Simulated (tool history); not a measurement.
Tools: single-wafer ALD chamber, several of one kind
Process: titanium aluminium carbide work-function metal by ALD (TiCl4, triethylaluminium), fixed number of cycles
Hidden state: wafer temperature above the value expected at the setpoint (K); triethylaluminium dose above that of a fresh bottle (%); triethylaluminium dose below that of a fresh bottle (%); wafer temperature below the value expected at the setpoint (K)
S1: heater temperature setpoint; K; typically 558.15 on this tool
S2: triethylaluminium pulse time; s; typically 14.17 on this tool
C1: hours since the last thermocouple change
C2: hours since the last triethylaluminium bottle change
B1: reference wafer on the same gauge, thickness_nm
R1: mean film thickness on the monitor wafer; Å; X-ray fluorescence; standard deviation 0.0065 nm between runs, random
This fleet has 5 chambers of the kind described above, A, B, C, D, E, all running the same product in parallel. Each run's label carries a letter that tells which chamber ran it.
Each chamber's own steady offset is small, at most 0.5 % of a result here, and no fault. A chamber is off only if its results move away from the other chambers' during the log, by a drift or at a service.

{"hour": 2.7, "done": "chamber E: thermocouple changed; heater temperature recalibrated"}
{"run": "1A", "hour": 7.9, "S1": 558.15, "S2": 14.17, "C1": 303.3, "C2": 727.4, "B1": 1.9996, "R1": 19.286}
{"run": "2C", "hour": 19.5, "S1": 558.15, "S2": 14.17, "C1": 661.2, "C2": 1682.1, "B1": 2.0027, "R1": 19.239}
{"run": "3D", "hour": 27.7, "S1": 558.15, "S2": 14.17, "C1": 2053.7, "C2": 984.6, "B1": 1.9993, "R1": 19.072}
{"run": "4E", "hour": 41.3, "S1": 558.15, "S2": 14.17, "C1": 38.7, "C2": 58.2, "B1": 2.0007, "R1": 19.097}
{"run": "5B", "hour": 54.6, "S1": 558.15, "S2": 10.77, "C1": 750.7, "C2": 916.2, "B1": 2.0, "R1": 18.892}
{"run": "6E", "hour": 67.7, "S1": 558.15, "S2": 10.77, "C1": 65.1, "C2": 84.6, "B1": 1.9988, "R1": 18.878}
{"hour": 71.8, "done": "chamber C: triethylaluminium bottle replaced"}
{"run": "7D", "hour": 76.1, "S1": 558.15, "S2": 10.77, "C1": 2102.1, "C2": 1033.0, "B1": 2.0012, "R1": 18.833}
{"run": "8A", "hour": 89.8, "S1": 558.15, "S2": 10.77, "C1": 385.2, "C2": 809.3, "B1": 2.0014, "R1": 18.793}
{"run": "9B", "hour": 100.6, "S1": 558.15, "S2": 10.77, "C1": 796.7, "C2": 962.2, "B1": 1.9984, "R1": 18.768}
{"run": "10C", "hour": 111.0, "S1": 558.15, "S2": 14.17, "C1": 752.7, "C2": 39.2, "B1": 1.9992, "R1": 19.242}
{"run": "11C", "hour": 122.4, "S1": 558.15, "S2": 14.17, "C1": 764.1, "C2": 50.6, "B1": 2.0007, "R1": 19.278}
{"hour": 132.3, "done": "chamber D: thermocouple changed; heater temperature recalibrated"}
{"run": "12E", "hour": 137.9, "S1": 558.15, "S2": 14.17, "C1": 135.3, "C2": 154.8, "B1": 2.0, "R1": 19.235}
{"run": "13D", "hour": 149.0, "S1": 558.15, "S2": 14.17, "C1": 16.8, "C2": 1105.9, "B1": 2.0012, "R1": 19.032}
{"run": "14B", "hour": 156.8, "S1": 558.15, "S2": 14.17, "C1": 852.9, "C2": 1018.4, "B1": 1.9995, "R1": 19.025}
{"run": "15A", "hour": 169.0, "S1": 558.15, "S2": 14.17, "C1": 464.4, "C2": 888.5, "B1": 2.0, "R1": 19.153}
{"run": "16D", "hour": 176.2, "S1": 558.15, "S2": 14.17, "C1": 44.0, "C2": 1133.1, "B1": 1.9993, "R1": 19.165}
{"run": "17E", "hour": 188.3, "S1": 558.15, "S2": 14.17, "C1": 185.7, "C2": 205.2, "B1": 2.0002, "R1": 19.109}
{"run": "18B", "hour": 201.1, "S1": 558.15, "S2": 14.17, "C1": 897.2, "C2": 1062.7, "B1": 2.0002, "R1": 19.066}
{"run": "19A", "hour": 211.6, "S1": 558.15, "S2": 14.17, "C1": 507.0, "C2": 931.1, "B1": 1.9997, "R1": 19.245}
{"run": "20C", "hour": 222.1, "S1": 558.15, "S2": 14.17, "C1": 863.8, "C2": 150.3, "B1": 2.0, "R1": 19.366}
{"run": "21B", "hour": 236.6, "S1": 558.15, "S2": 14.17, "C1": 932.7, "C2": 1098.2, "B1": 1.9999, "R1": 18.999}
{"run": "22A", "hour": 252.0, "S1": 558.15, "S2": 14.17, "C1": 547.4, "C2": 971.5, "B1": 1.9994, "R1": 19.17}
{"run": "23E", "hour": 259.2, "S1": 558.15, "S2": 14.17, "C1": 256.6, "C2": 276.1, "B1": 2.0003, "R1": 19.19}
{"run": "24C", "hour": 272.6, "S1": 558.15, "S2": 14.17, "C1": 914.3, "C2": 200.8, "B1": 1.9986, "R1": 19.29}
{"run": "25D", "hour": 282.9, "S1": 558.15, "S2": 14.17, "C1": 150.7, "C2": 1239.8, "B1": 2.0, "R1": 19.125}
{"hour": 286.9, "done": "chamber D: triethylaluminium bottle replaced"}
{"run": "26B", "hour": 296.4, "S1": 563.15, "S2": 16.29, "C1": 992.5, "C2": 1158.0, "B1": 2.0013, "R1": 19.465}
{"run": "27D", "hour": 303.5, "S1": 563.15, "S2": 16.29, "C1": 171.3, "C2": 16.7, "B1": 2.0011, "R1": 19.732}
{"run": "28A", "hour": 313.6, "S1": 563.15, "S2": 16.29, "C1": 609.0, "C2": 1033.1, "B1": 2.0001, "R1": 19.638}
{"run": "29C", "hour": 327.0, "S1": 563.15, "S2": 16.29, "C1": 968.7, "C2": 255.2, "B1": 2.0005, "R1": 19.776}
{"run": "30E", "hour": 336.7, "S1": 563.15, "S2": 16.29, "C1": 334.1, "C2": 353.6, "B1": 1.9994, "R1": 19.692}
{"run": "31A", "hour": 352.1, "S1": 558.15, "S2": 14.17, "C1": 647.5, "C2": 1071.6, "B1": 1.9983, "R1": 19.109}
{"run": "32E", "hour": 364.8, "S1": 558.15, "S2": 14.17, "C1": 362.2, "C2": 381.7, "B1": 1.9997, "R1": 19.157}
{"run": "33B", "hour": 371.7, "S1": 558.15, "S2": 14.17, "C1": 1067.8, "C2": 1233.3, "B1": 1.9987, "R1": 19.076}
{"hour": 379.7, "done": "chamber C: thermocouple changed; heater temperature recalibrated"}
{"run": "34C", "hour": 387.2, "S1": 558.15, "S2": 14.17, "C1": 7.6, "C2": 315.4, "B1": 2.0003, "R1": 19.251}
{"run": "35D", "hour": 394.9, "S1": 558.15, "S2": 14.17, "C1": 262.7, "C2": 108.1, "B1": 1.9998, "R1": 19.21}

Is one chamber out of step, is the gauge drifting, or do the chambers differ by no more than their own small offsets? For an off chamber, give its letter and the likeliest cause.

All chambers stay in line apart from their small fixed offsets, and the gauge does not drift.

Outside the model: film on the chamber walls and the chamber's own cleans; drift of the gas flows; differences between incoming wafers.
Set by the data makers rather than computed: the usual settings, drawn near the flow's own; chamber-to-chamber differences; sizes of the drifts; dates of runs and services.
